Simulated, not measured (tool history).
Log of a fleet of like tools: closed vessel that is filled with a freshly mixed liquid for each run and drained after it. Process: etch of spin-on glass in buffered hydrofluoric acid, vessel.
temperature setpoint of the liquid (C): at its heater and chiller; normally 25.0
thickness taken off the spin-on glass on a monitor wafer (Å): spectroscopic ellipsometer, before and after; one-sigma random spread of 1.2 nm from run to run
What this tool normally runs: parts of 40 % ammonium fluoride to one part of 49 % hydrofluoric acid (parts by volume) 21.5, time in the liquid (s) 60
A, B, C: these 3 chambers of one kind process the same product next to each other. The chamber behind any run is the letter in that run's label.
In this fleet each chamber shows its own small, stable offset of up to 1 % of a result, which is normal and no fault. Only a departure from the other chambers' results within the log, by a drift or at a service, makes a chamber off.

run	hour	temperature setpoint of the liquid (C)	parts of 40 % ammonium fluoride to one part of 49 % hydrofluoric acid (parts by volume)	time in the liquid (s)	read-back film thickness of the spin-on glass reference wafer, read on the same gauge (nm)	thickness taken off the spin-on glass on a monitor wafer (Å)
1A	12.0	25.0	21.5	60	90.030	1265.30
2B	18.6	25.0	21.5	60	90.015	1270.80
3C	29.5	25.0	21.5	60	90.012	1246.20
4B	36.5	25.0	21.5	60	89.991	1264.30
5C	46.8	25.0	21.5	60	90.000	1254.90
6A	57.0	25.0	21.5	60	89.980	1259.80
7A	69.5	25.0	21.5	60	89.997	1245.80
8C	79.9	25.0	21.5	60	90.044	1263.20
9B	91.7	21.0	21.5	60	90.003	980.65
10A	99.0	21.0	21.5	60	90.004	1009.60
11C	108.0	21.0	21.5	60	90.023	988.52
12B	119.6	25.0	21.5	60	90.027	1214.00
# hour 119.9: chamber B: hydrofluoric acid flow meter replaced
13B	129.0	25.0	21.5	60	90.010	1223.00
14A	138.6	25.0	21.5	60	90.014	1252.60
15C	150.7	25.0	21.5	85	90.038	1747.40
16C	157.1	25.0	21.5	85	90.014	1787.80
17B	162.8	25.0	21.5	85	90.028	1694.40
18A	171.8	25.0	21.5	60	90.008	1243.10
19B	181.5	25.0	21.5	60	89.991	1190.40
20A	187.2	25.0	16.0	60	90.010	1632.80
21C	194.6	25.0	16.0	60	89.995	1636.80
22C	205.8	25.0	16.0	60	90.007	1649.60
23A	217.6	25.0	21.5	60	89.987	1245.70
24B	224.5	25.0	27.5	85	89.983	1393.70
25C	236.1	25.0	27.5	85	90.000	1491.00
26A	244.7	25.0	27.5	85	90.010	1474.60
27B	251.2	29.5	21.5	30	90.000	747.47
28B	263.6	29.5	21.5	30	90.027	738.52
29C	273.5	29.5	21.5	30	89.996	787.22
30A	283.6	25.0	21.5	60	89.997	1259.80
31A	293.0	25.0	21.5	60	90.003	1260.30

Has any chamber moved away from the others, gradually or after a service, or does the common gauge drift, or do the chambers differ only by their own small steady offsets? State the chamber and the most likely cause if one applies.

It is chamber B that slowly wanders off from its peers.
Most likely cause: liquid colder than its thermometer reads (K) = 2.02.

Here are 4 candidates for chamber B's next run, each the usual settings with a change, their results left as question marks. Which one brings its results back in line with what the others give on the usual settings?
In-line tolerance around the mean of the other chambers on the usual settings: thickness taken off the spin-on glass on a monitor wafer (Å) 40.00
32B-1	302.1	28.0	21.5	60		?
32B-2	302.1	25.0	19.0	60		?
32B-3	302.1	25.0	22.0	55		?
32B-4	302.1	22.0	21.5	60		?

Other chambers, usual settings, mean: thickness taken off the spin-on glass on a monitor wafer (Å) 1250.90
run	thickness taken off the spin-on glass on a monitor wafer (Å)
32B-1	1339.20
32B-2	1255.60
32B-3	1023.90
32B-4	958.25
The answer is 32B-2, which returns the chamber to within the allowed miss of the others.
